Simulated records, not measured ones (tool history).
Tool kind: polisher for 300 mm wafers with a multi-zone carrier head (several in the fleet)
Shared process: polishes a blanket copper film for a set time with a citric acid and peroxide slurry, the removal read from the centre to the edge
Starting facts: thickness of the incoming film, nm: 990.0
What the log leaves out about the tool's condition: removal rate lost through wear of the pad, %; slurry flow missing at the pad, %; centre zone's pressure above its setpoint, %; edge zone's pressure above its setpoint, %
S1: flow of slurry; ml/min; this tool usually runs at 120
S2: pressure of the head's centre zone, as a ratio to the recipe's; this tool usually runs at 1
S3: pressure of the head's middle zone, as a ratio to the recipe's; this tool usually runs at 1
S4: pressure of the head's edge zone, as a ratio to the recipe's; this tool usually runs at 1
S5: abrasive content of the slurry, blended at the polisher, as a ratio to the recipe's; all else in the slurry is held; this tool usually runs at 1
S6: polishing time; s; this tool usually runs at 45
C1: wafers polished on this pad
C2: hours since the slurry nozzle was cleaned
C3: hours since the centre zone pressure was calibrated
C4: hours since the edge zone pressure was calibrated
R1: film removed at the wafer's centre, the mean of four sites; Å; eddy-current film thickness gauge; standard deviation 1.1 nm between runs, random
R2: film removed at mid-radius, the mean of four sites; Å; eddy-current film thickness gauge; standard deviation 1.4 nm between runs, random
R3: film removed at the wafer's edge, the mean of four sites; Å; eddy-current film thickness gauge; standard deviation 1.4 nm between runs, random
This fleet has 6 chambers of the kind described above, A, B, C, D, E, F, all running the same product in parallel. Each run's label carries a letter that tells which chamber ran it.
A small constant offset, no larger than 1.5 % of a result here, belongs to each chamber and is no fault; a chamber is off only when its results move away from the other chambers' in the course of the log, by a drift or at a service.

run,hour,S1,S2,S3,S4,S5,S6,C1,C2,C3,C4,R1,R2,R3
1A,4,120,1,1,1,1,45,972,173.4,264.8,522.7,1352,1376.6,1354.6
# hour 5.9: chamber E: worn pad replaced by a new one
2D,9.9,120,1,1,1,1,45,765,159.8,118.9,365.7,1387.4,1409,1376.3
# hour 11.3: chamber C: slurry nozzle cleaned
3C,15.7,120,1,1,1,1,45,662,4.5,83.1,153.9,1397.4,1399.1,1405.1
4E,21,120,1,1,1,1,45,173,101.2,835.2,525.4,1369.8,1380.3,1391.7
5F,25.7,120,1,1,1,1,45,972,149.1,1077.8,60,1400,1351.6,1371.4
6B,31.1,120,1,1,1,1,45,638,394.7,106.7,888.2,1370.7,1346.6,1343.6
# hour 33.8: chamber F: worn pad replaced by a new one
7F,34.3,120,1,1,1,1,45,6,157.7,1086.4,68.6,1379,1356.1,1385.5
# hour 37.8: chamber A: slurry nozzle cleaned
8B,38.7,120,1,1,1,1,45,725,402.3,114.3,895.8,1372.6,1343.9,1359.3
# hour 41.8: chamber D: worn pad replaced by a new one
9A,42.2,120,1,1,1,1,45,1409,4.5,303,560.9,1365.8,1376.2,1392.1
# hour 44.4: chamber A: worn pad replaced by a new one
# hour 47.1: chamber C: worn pad replaced by a new one
10D,48.5,120,1,1,1,1,45,77,198.4,157.5,404.3,1383.8,1385.6,1402.3
# hour 50: chamber E: worn pad replaced by a new one
11C,54,120,1,1,1,1,45,79,42.8,121.4,192.2,1368,1399.9,1380.1
12E,57,120,1,1,1,1,45,80,137.2,871.2,561.4,1390.9,1387.4,1390.9
# hour 59: chamber E: centre zone pressure recalibrated
13E,61.5,120,1,1,1,0.85,59,131,141.7,2.5,565.9,1845.9,1743.8,1760.8
14D,65.6,120,1,1,1,0.85,59,273,215.5,174.6,421.4,1768.8,1774.8,1768
15F,69.1,120,1,1,1,0.85,59,404,192.5,1121.2,103.4,1753.4,1720.9,1700.2
16C,74.6,120,1,1,1,0.85,59,315,63.4,142,212.8,1729.7,1760,1757
17A,80.3,120,1,1,1,0.85,59,411,42.6,341.1,599,1723.7,1729.7,1729.1
# hour 81.4: chamber A: centre zone pressure recalibrated
18B,85.6,120,1,1,1,0.85,59,1262,449.2,161.2,942.7,1743.9,1698.8,1743.3
19B,90.2,120,1,1,1,1,45,1314,453.8,165.8,947.3,1366.5,1383.6,1377.5
# hour 91.1: chamber E: worn pad replaced by a new one
20A,93.5,105,1,1,1,1,45,562,55.8,12.2,612.2,1306.9,1319.4,1345.8
21C,98.1,105,1,1,1,1,45,584,86.9,165.5,236.3,1326.3,1352.3,1354.1
# hour 100.2: chamber B: worn pad replaced by a new one
22D,102.8,105,1,1,1,1,45,698,252.7,211.8,458.6,1354.5,1337.3,1381.1
# hour 105.4: chamber D: slurry nozzle cleaned
23E,108.7,105,1,1,1,1,45,202,188.9,49.7,613.1,1405.4,1335,1362.4
24F,111.6,105,1,1,1,1,45,890,235,1163.7,145.9,1322.9,1321.8,1354.8
# hour 114.4: chamber F: worn pad replaced by a new one
25C,116.4,105,1,1,1,1,45,793,105.2,183.8,254.6,1321.4,1351.6,1362.5
# hour 120.5: chamber C: worn pad replaced by a new one
26F,122.3,120,1,1,1,1,45,91,245.7,1174.4,156.6,1380.7,1374.1,1375.6
# hour 124.7: chamber D: worn pad replaced by a new one
27B,126.6,120,1,1,1,1,45,303,490.2,202.2,983.7,1380.1,1361.8,1357.6
28E,131.4,120,1,1,1,1,45,461,211.6,72.4,635.8,1470.6,1384.8,1395.1
29D,135.8,120,1,1,1,1,45,127,30.4,244.8,491.6,1399.8,1361.1,1390.3
30A,140.7,120,1,1,1,1,45,1102,103,59.4,659.4,1372.6,1355.9,1367.8
# hour 140.8: chamber E: worn pad replaced by a new one
31F,143.8,120,1,1,1,1,45,337,267.2,1195.9,178.1,1388.8,1354.8,1363.7
# hour 146.7: chamber A: worn pad replaced by a new one
32B,146.9,120,1,1.1,1,1.15,45,535,510.5,222.5,1004,1435.6,1539,1425.2
33E,151.1,120,1,1.1,1,1.15,45,118,231.3,92.1,655.5,1519.6,1567.9,1427.3
34C,154.2,120,1,1.1,1,1.15,45,385,143,221.6,292.4,1423,1551.3,1438.6
35A,159.1,120,1,1.1,1,1.15,45,142,121.4,77.8,677.8,1403.7,1572.4,1406.3
36D,165.4,120,1,1.1,1,1.15,45,465,60,274.4,521.2,1411.4,1575.1,1417.8
37A,170.3,120,1,1.1,1,1.15,45,271,132.6,89,689,1409.4,1544.7,1392

For the next run the whole fleet of 6 chambers uses the same settings. Give each chamber's results:
38A,174.8,120,1,1,1,1,45,,,,,?,?,?
38B,174.8,120,1,1,1,1,45,,,,,?,?,?
38C,174.8,120,1,1,1,1,45,,,,,?,?,?
38D,174.8,120,1,1,1,1,45,,,,,?,?,?
38E,174.8,120,1,1,1,1,45,,,,,?,?,?
38F,174.8,120,1,1,1,1,45,,,,,?,?,?

run,R1,R2,R3
38A,1341.5,1378.4,1377.1
38B,1368,1393.2,1380.1
38C,1372.4,1359.9,1395.9
38D,1374.8,1406.9,1394.9
38E,1459.2,1378.6,1415.4
38F,1383.2,1366.5,1367.1
